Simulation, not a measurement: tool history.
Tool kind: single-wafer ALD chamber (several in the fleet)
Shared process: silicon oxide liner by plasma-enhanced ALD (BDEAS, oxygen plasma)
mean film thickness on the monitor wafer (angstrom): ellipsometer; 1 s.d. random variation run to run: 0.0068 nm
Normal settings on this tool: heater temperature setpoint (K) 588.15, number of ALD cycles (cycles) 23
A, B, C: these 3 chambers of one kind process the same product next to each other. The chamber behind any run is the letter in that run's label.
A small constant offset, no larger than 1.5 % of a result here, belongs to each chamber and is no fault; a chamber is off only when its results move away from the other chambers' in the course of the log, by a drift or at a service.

run     day  heater temperature setpoint (K)  number of ALD cycles (cycles)  read-back reference wafer on the same gauge, thickness_nm  mean film thickness on the monitor wafer (angstrom)
      0.075  -- chamber C: thermocouple changed; heater temperature recalibrated
 1B   0.412                           588.15                             23                                                     1.7408                                               20.872
 2C   0.867                           588.15                             23                                                     1.7399                                               21.090
 3A   1.167                           588.15                             23                                                     1.7413                                               20.781
 4C   1.592                           588.15                             23                                                     1.7393                                               20.996
      1.662  -- chamber B: thermocouple changed; heater temperature recalibrated
 5A   2.092                           588.15                             23                                                     1.7393                                               20.721
      2.542  -- chamber A: thermocouple changed; heater temperature recalibrated
 6B   2.554                           588.15                             23                                                     1.7401                                               20.926
 7B   3.071                           588.15                             23                                                     1.7390                                               20.866
 8C   3.588                           588.15                             23                                                     1.7390                                               21.163
 9A   3.875                           588.15                             23                                                     1.7385                                               20.818
10B   4.208                           588.15                             23                                                     1.7384                                               20.793
11A   4.700                           588.15                             23                                                     1.7420                                               20.795
12C   5.033                           588.15                             23                                                     1.7407                                               21.227
13C   5.512                           588.15                             23                                                     1.7396                                               21.062
14B   5.921                           588.15                             23                                                     1.7396                                               20.859
15A   6.225                           588.15                             23                                                     1.7392                                               20.826
16C   6.633                           588.15                             23                                                     1.7400                                               21.052
17A   6.896                           588.15                             23                                                     1.7401                                               20.879
18B   7.250                           588.15                             23                                                     1.7400                                               20.946
19C   7.758                           588.15                             23                                                     1.7403                                               21.171
20B   8.125                           588.15                             23                                                     1.7398                                               20.737
21A   8.367                           588.15                             23                                                     1.7389                                               20.906
22A   8.679                           588.15                             23                                                     1.7400                                               20.902
23C   9.083                           588.15                             23                                                     1.7397                                               21.128
24B   9.450                           588.15                             23                                                     1.7398                                               20.895
25B   9.725                           588.15                             23                                                     1.7390                                               20.841
26C  10.258                           588.15                             23                                                     1.7402                                               21.179
27A  10.742                           588.15                             23                                                     1.7402                                               20.801
28B  11.179                           588.15                             23                                                     1.7391                                               20.814
29A  11.554                           588.15                             23                                                     1.7400                                               20.703
30C  11.992                           588.15                             23                                                     1.7397                                               21.229
31B  12.283                           588.15                             23                                                     1.7403                                               20.855
32A  12.700                           601.15                             23                                                     1.7406                                               20.409
33C  13.058                           601.15                             23                                                     1.7387                                               20.749
34A  13.479                           601.15                             23                                                     1.7421                                               20.375
35C  13.942                           588.15                             23                                                     1.7412                                               21.175
36B  14.262                           588.15                             23                                                     1.7397                                               20.919

Decide between three cases: one chamber stands off from its peers, the gauge reading all wafers drifts, or nothing is wrong past each chamber's small offset. Where a chamber is off, say which and what most likely put it there.

No chamber is off and the gauge is stable; the differences are just each chamber's small, constant offset.
